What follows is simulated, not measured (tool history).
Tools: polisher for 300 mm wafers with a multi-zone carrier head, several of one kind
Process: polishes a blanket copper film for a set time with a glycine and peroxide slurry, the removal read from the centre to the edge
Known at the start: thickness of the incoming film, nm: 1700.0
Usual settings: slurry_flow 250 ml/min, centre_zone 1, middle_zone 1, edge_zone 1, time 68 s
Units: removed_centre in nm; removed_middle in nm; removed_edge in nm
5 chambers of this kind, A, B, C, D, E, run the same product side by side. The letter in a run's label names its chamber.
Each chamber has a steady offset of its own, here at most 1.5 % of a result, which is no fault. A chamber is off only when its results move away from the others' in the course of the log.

run	day	slurry_flow	centre_zone	middle_zone	edge_zone	time	wafers polished on this pad	hours since the slurry nozzle was cleaned	hours since the centre zone pressure was calibrated	hours since the edge zone pressure was calibrated	removed_centre	removed_middle	removed_edge
# day 0.033: chamber D: worn pad replaced by a new one
1B	0.117	250	1	1	1	68	656	403	115.6	324.6	305.88	303.19	304.27
2E	0.25	250	1	1	1	68	459	67.6	227.9	55.9	305.32	308.71	301.72
3C	0.475	250	1	1	1	68	339	433.2	372.5	99.6	297.53	309.04	306.9
4D	0.692	250	1	1	1	68	117	418.6	1061.1	146.1	306.36	305.67	312.92
5A	0.838	250	1	1	1	68	646	260.2	1487.9	104.2	306.08	298.35	304.88
6C	1.021	250	1	1	1	68	436	446.3	385.6	112.7	303.89	307.34	303.18
# day 1.067: chamber B: slurry nozzle cleaned
7B	1.188	250	1	1	1	68	846	3	141.3	350.3	305.81	307.5	305.2
# day 1.329: chamber A: worn pad replaced by a new one
8D	1.4	300	1	1	1.04	68	243	435.6	1078.1	163.1	306.24	318.37	315.97
9A	1.592	300	1	1	1.04	68	47	278.3	1506	122.3	317.39	306.37	313.88
# day 1.788: chamber B: worn pad replaced by a new one
10E	1.8	300	1	1	1.04	68	734	104.8	265.1	93.1	316.05	312.74	313.59
11E	1.988	300	1	1	1.04	68	767	109.3	269.6	97.6	314.93	315.75	316.41
12B	2.175	300	1	1	1.04	68	69	26.7	165	374	321.39	311.34	321.77
13D	2.346	250	1	1	1	68	411	458.3	1100.8	185.8	304.83	310.49	309.19
14C	2.571	250	0.95	1	0.96	68	711	483.5	422.8	149.9	278.52	307.2	297.79
15A	2.729	250	0.95	1	0.96	68	249	305.6	1533.3	149.6	293.82	300.59	296.02
16D	2.912	250	0.95	1	0.96	68	511	471.9	1114.4	199.4	284.73	311.35	301.63
17B	3.054	250	0.95	1	0.96	68	225	47.8	186.1	395.1	288.57	304.33	298.49
# day 3.075: chamber C: worn pad replaced by a new one
18C	3.175	250	0.95	1	0.96	68	18	498	437.3	164.4	287.22	307.5	301.13
19E	3.317	250	1	1	1	68	1003	141.2	301.5	129.5	297.86	311.03	299.13
20A	3.512	250	1	1	1	68	388	324.4	1552.1	168.4	312.19	298.49	303.49
21B	3.671	250	1	1	1	68	334	62.6	200.9	409.9	309.49	301.89	304.77
22C	3.85	250	1	1	1	68	138	514.2	453.5	180.6	304.56	309.62	307.73
# day 3.983: chamber C: slurry nozzle cleaned
23D	4.083	280	1	0.93	1	68	719	500	1142.5	227.5	306.64	289.73	308.73
24E	4.246	280	1	0.93	1	68	1168	163.5	323.8	151.8	310.09	284.51	306.12
25A	4.475	280	1	0.93	1	68	559	347.5	1575.2	191.5	310.68	287.32	306.65
# day 4.479: chamber D: centre zone pressure recalibrated
# day 4.512: chamber D: worn pad replaced by a new one
26A	4.592	280	1	0.93	1	68	579	350.3	1578	194.3	311.22	284.13	306.58
27D	4.725	280	1	0.93	1	68	37	515.4	5.9	242.9	305.59	298.58	308.7
# day 4.8: chamber A: worn pad replaced by a new one
28E	4.925	250	1	1	1	68	1289	179.8	340.1	168.1	310.9	299.52	298.12
# day 5.025: chamber A: centre zone pressure recalibrated
# day 5.033: chamber E: worn pad replaced by a new one
29B	5.046	250	1	1	1	68	578	95.6	233.9	442.9	307.55	302.85	307.71
30C	5.171	250	1	1	1	68	372	28.6	485.2	212.3	306.08	314.21	303.79
31C	5.271	250	1	1	1	68	390	31	487.6	214.7	303.67	308.62	309.15
32B	5.438	250	0.94	1	1	48	648	105	243.3	452.3	206.53	217.56	215.52
33E	5.604	250	0.94	1	1	48	101	196.1	356.4	184.4	200.58	222.52	210.75
34A	5.829	250	0.94	1	1	48	183	380	19.4	224	201.58	216.89	214.58
35D	5.946	250	0.94	1	1	48	254	544.7	35.2	272.2	196.76	216.42	219.83
36E	6.096	250	0.94	1	1	48	188	207.9	368.2	196.2	204.52	219.34	216.49

Next, every chamber runs the same settings. What will each give?
37A	6.262	250	1	1	1	68					?	?	?
37B	6.262	250	1	1	1	68					?	?	?
37C	6.262	250	1	1	1	68					?	?	?
37D	6.262	250	1	1	1	68					?	?	?
37E	6.262	250	1	1	1	68					?	?	?

run	removed_centre	removed_middle	removed_edge
37A	311.24	298.97	305.97
37B	308.44	299.29	305.63
37C	306.94	306.56	307.87
37D	297.27	307.55	308.12
37E	304.6	310.46	298.41
